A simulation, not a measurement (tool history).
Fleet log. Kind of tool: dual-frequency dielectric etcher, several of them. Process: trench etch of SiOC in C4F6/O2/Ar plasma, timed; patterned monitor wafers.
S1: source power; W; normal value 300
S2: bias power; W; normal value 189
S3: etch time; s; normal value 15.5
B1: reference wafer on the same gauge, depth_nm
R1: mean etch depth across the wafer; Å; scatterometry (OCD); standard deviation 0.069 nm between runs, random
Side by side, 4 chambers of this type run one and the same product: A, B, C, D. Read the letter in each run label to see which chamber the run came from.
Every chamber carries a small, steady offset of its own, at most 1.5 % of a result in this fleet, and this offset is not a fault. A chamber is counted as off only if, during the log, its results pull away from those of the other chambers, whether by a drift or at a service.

{"run": "1A", "hour": 6.1, "S1": 300, "S2": 189, "S3": 15.5, "B1": 31.892, "R1": 293.29}
{"hour": 10.1, "done": "chamber A: source power generator calibrated"}
{"run": "2C", "hour": 15.0, "S1": 300, "S2": 189, "S3": 15.5, "B1": 31.899, "R1": 290.56}
{"run": "3B", "hour": 23.9, "S1": 300, "S2": 189, "S3": 15.5, "B1": 31.885, "R1": 296.48}
{"hour": 27.3, "done": "chamber D: wet clean of the chamber"}
{"hour": 33.3, "done": "chamber A: bias power generator calibrated"}
{"run": "4D", "hour": 33.5, "S1": 300, "S2": 189, "S3": 15.5, "B1": 31.895, "R1": 288.99}
{"run": "5D", "hour": 44.3, "S1": 300, "S2": 189, "S3": 15.5, "B1": 31.891, "R1": 288.87}
{"run": "6B", "hour": 53.1, "S1": 350, "S2": 204, "S3": 15.5, "B1": 31.888, "R1": 320.54}
{"run": "7A", "hour": 58.5, "S1": 350, "S2": 204, "S3": 15.5, "B1": 31.885, "R1": 318.39}
{"run": "8C", "hour": 68.2, "S1": 350, "S2": 204, "S3": 15.5, "B1": 31.902, "R1": 315.66}
{"run": "9C", "hour": 79.4, "S1": 350, "S2": 204, "S3": 15.5, "B1": 31.89, "R1": 315.2}
{"run": "10D", "hour": 85.9, "S1": 300, "S2": 189, "S3": 15.5, "B1": 31.893, "R1": 290.82}
{"run": "11B", "hour": 94.7, "S1": 300, "S2": 189, "S3": 15.5, "B1": 31.909, "R1": 296.25}
{"run": "12A", "hour": 102.9, "S1": 300, "S2": 189, "S3": 15.5, "B1": 31.904, "R1": 293.08}
{"run": "13D", "hour": 108.7, "S1": 300, "S2": 189, "S3": 15.5, "B1": 31.902, "R1": 290.5}
{"run": "14B", "hour": 118.6, "S1": 300, "S2": 189, "S3": 15.5, "B1": 31.899, "R1": 295.84}
{"run": "15C", "hour": 124.0, "S1": 300, "S2": 189, "S3": 15.5, "B1": 31.874, "R1": 290.24}
{"run": "16A", "hour": 135.8, "S1": 300, "S2": 189, "S3": 15.5, "B1": 31.91, "R1": 293.41}
{"hour": 137.0, "done": "chamber C: wet clean of the chamber"}
{"run": "17A", "hour": 141.7, "S1": 300, "S2": 189, "S3": 15.5, "B1": 31.892, "R1": 292.15}
{"run": "18B", "hour": 147.2, "S1": 300, "S2": 189, "S3": 15.5, "B1": 31.904, "R1": 295.24}
{"run": "19C", "hour": 157.6, "S1": 300, "S2": 189, "S3": 15.5, "B1": 31.897, "R1": 284.39}
{"run": "20D", "hour": 163.9, "S1": 300, "S2": 189, "S3": 15.5, "B1": 31.9, "R1": 287.6}
{"run": "21C", "hour": 170.9, "S1": 300, "S2": 189, "S3": 15.5, "B1": 31.897, "R1": 283.51}
{"run": "22A", "hour": 178.8, "S1": 300, "S2": 189, "S3": 15.5, "B1": 31.893, "R1": 292.62}
{"run": "23B", "hour": 185.6, "S1": 300, "S2": 189, "S3": 15.5, "B1": 31.907, "R1": 295.25}
{"run": "24D", "hour": 193.8, "S1": 300, "S2": 189, "S3": 15.5, "B1": 31.881, "R1": 289.66}
{"run": "25D", "hour": 202.5, "S1": 300, "S2": 189, "S3": 15.5, "B1": 31.922, "R1": 287.9}
{"run": "26B", "hour": 212.1, "S1": 300, "S2": 189, "S3": 15.5, "B1": 31.886, "R1": 294.95}
{"run": "27C", "hour": 220.9, "S1": 300, "S2": 189, "S3": 15.5, "B1": 31.909, "R1": 284.59}
{"run": "28A", "hour": 229.5, "S1": 300, "S2": 189, "S3": 15.5, "B1": 31.901, "R1": 290.12}
{"run": "29B", "hour": 239.5, "S1": 300, "S2": 170, "S3": 20.0, "B1": 31.907, "R1": 369.09}
{"run": "30D", "hour": 249.4, "S1": 300, "S2": 170, "S3": 20.0, "B1": 31.887, "R1": 361.07}
{"run": "31A", "hour": 256.6, "S1": 300, "S2": 170, "S3": 20.0, "B1": 31.901, "R1": 364.35}
{"run": "32C", "hour": 265.7, "S1": 300, "S2": 170, "S3": 20.0, "B1": 31.907, "R1": 356.41}
{"run": "33C", "hour": 274.3, "S1": 240, "S2": 189, "S3": 15.5, "B1": 31.912, "R1": 262.35}
{"run": "34D", "hour": 285.4, "S1": 240, "S2": 189, "S3": 15.5, "B1": 31.909, "R1": 265.01}
{"run": "35A", "hour": 291.9, "S1": 240, "S2": 189, "S3": 15.5, "B1": 31.895, "R1": 267.13}
{"run": "36B", "hour": 297.5, "S1": 240, "S2": 189, "S3": 15.5, "B1": 31.897, "R1": 272.19}
{"run": "37C", "hour": 304.0, "S1": 300, "S2": 189, "S3": 15.5, "B1": 31.898, "R1": 284.48}
{"run": "38D", "hour": 315.9, "S1": 300, "S2": 189, "S3": 15.5, "B1": 31.893, "R1": 288.74}

Decide between three cases: one chamber stands off from its peers, the gauge reading all wafers drifts, or nothing is wrong past each chamber's small offset. Where a chamber is off, say which and what most likely put it there.

A service on chamber C put it out of line with the rest.
Likeliest cause: etch rate under this chamber's usual, % = 2.11.

Below are 4 candidate recipes for chamber C's next run, each the usual settings with a change, their results shown as question marks. Which of them brings C's results back in line with what the other chambers give on the usual settings?
Maximum distance from the other chambers' mean on the usual settings for a result to count as in line: R1 2.40 Å
{"run": "39C-1", "hour": 324.8, "S1": 290, "S2": 183, "S3": 15.5, "R1": "?"}
{"run": "39C-2", "hour": 324.8, "S1": 300, "S2": 204, "S3": 15.5, "R1": "?"}
{"run": "39C-3", "hour": 324.8, "S1": 300, "S2": 160, "S3": 15.5, "R1": "?"}
{"run": "39C-4", "hour": 324.8, "S1": 330, "S2": 201, "S3": 15.5, "R1": "?"}

Mean of the other chambers on the usual settings: R1 292.32 Å
run=39C-1 R1=278.26
run=39C-2 R1=292.04
run=39C-3 R1=270.08
run=39C-4 R1=301.31
With 39C-2, the chamber falls back in line with the rest.
